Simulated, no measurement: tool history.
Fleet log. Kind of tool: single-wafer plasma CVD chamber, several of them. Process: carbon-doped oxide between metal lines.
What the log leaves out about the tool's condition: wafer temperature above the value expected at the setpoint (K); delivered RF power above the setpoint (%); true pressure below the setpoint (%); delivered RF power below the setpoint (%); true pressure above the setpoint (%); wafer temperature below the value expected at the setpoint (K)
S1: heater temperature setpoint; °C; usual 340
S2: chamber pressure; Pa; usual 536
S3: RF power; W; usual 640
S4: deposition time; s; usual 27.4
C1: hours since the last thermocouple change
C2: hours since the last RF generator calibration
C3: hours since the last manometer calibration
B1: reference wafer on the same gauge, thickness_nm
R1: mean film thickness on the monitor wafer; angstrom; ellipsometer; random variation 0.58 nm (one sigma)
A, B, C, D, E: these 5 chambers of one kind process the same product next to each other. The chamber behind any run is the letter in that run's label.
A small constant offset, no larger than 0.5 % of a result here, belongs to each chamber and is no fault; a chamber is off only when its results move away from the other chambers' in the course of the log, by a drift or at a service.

run     day   S1   S2   S3    S4      C1      C2      C3      B1      R1
 1E     0.5  340  536  640  27.4   203.3   299.5  1477.1  188.01  1624.7
 2A   0.917  340  536  640  27.4   194.4   555.9  1498.1  188.04  1626.9
 3D   1.158  340  536  640  27.4  1743.3  1778.7   862.5  187.94  1639.5
       1.25  -- chamber B: RF generator calibrated
 4B   1.538  340  536  640  27.4    41.2       7   344.2  188.01  1629.7
 5C   1.817  340  536  640  27.4   271.4  1343.5   185.2  187.92  1631.1
 6E   2.271  340  536  640  27.4   245.8     342  1519.6  187.97  1633.7
 7A   2.712  340  487  640  27.4   237.5     599  1541.2  187.97  1607.5
      2.904  -- chamber D: RF generator calibrated
 8C   3.204  340  487  640  27.4   304.7  1376.8   218.5   188.1    1621
 9D   3.762  340  487  640  27.4  1805.8    20.7     925  188.07  1624.1
10B   4.129  340  487  640  27.4   103.4    69.2   406.4  188.07  1608.2
11E   4.667  340  487  640  27.4   303.3   399.5  1577.1  187.95  1610.9
12D   4.929  340  536  640  27.4  1833.8    48.7     953  187.98  1637.1
13A   5.483  340  536  715  27.4     304   665.5  1607.7  188.02  1741.2
14C   5.912  340  536  715  27.4   369.7  1441.8   283.5  187.86  1754.7
15B   6.321  340  536  715  27.4     156   121.8     459     188  1749.4
16D   6.654  340  536  715  27.4  1875.2    90.1   994.4  188.09  1755.3
17A   7.188  340  536  715  27.4   344.9   706.4  1648.6  188.12  1745.3
18B   7.517  340  536  640  27.4   184.7   150.5   487.7  188.01  1625.1
19C   7.912  340  536  755  27.4   417.7  1489.8   331.5  188.13  1809.6
20E   8.338  340  536  755  27.4   391.4   487.6  1665.2  187.96  1803.4
21A   8.658  340  536  755  27.4   380.2   741.7  1683.9  187.82  1795.8
22C   8.921  340  536  755  27.4   441.9    1514   355.7  187.96  1809.2
23E   9.483  340  536  755  27.4   418.9   515.1  1692.7  187.86    1806
24B   9.988  340  536  640  27.4     244   209.8     547  188.06  1641.3
25D  10.483  340  536  545  27.4  1967.1     182  1086.3     188  1483.7
26B  10.871  340  536  545  27.4   265.2     231   568.2   188.1  1479.1
27C  11.425  340  536  545  27.4     502  1574.1   415.8  187.98  1480.6
28D  11.933  340  536  545  27.4  2001.9   216.8  1121.1  187.93  1485.3
29A  12.258  340  536  545  27.4   466.6   828.1  1770.3  188.24  1480.6
30E  12.596  340  536  640  27.4   493.6   589.8  1767.4  188.07  1625.9
31A  13.083  330  600  640  27.4   486.4   847.9  1790.1  188.11  1705.9
32E  13.638  330  600  640  27.4   518.6   614.8  1792.4  187.88  1719.2
33B  13.975  330  600  640  27.4   339.7   305.5   642.7  187.93  1704.1
34C  14.458  330  600  640  27.4   574.8  1646.9   488.6  187.82  1720.1
35D  14.975  330  600  640  27.4  2074.9   289.8  1194.1  188.08  1717.4
36A  15.538  340  536  640  27.4   545.3   906.8    1849  187.92  1627.9
37B  15.896  340  536  640  27.4   385.8   351.6   688.8  188.07  1629.9
     16.192  -- chamber C: RF generator calibrated
38C  16.433  340  536  640  27.4   622.2     5.9     536  187.99    1652
39E  16.871  340  536  640  27.4   596.2   692.4    1870  187.99  1635.5

The same settings go to every chamber for the next run, one line per chamber below. Forecast the results for each:
40A  17.275  340  536  640  27.4                   ?
40B  17.275  340  536  640  27.4                   ?
40C  17.275  340  536  640  27.4                   ?
40D  17.275  340  536  640  27.4                   ?
40E  17.275  340  536  640  27.4                   ?

run      R1
40A  1625.5
40B  1625.5
40C  1637.6
40D  1632.7
40E  1632.9

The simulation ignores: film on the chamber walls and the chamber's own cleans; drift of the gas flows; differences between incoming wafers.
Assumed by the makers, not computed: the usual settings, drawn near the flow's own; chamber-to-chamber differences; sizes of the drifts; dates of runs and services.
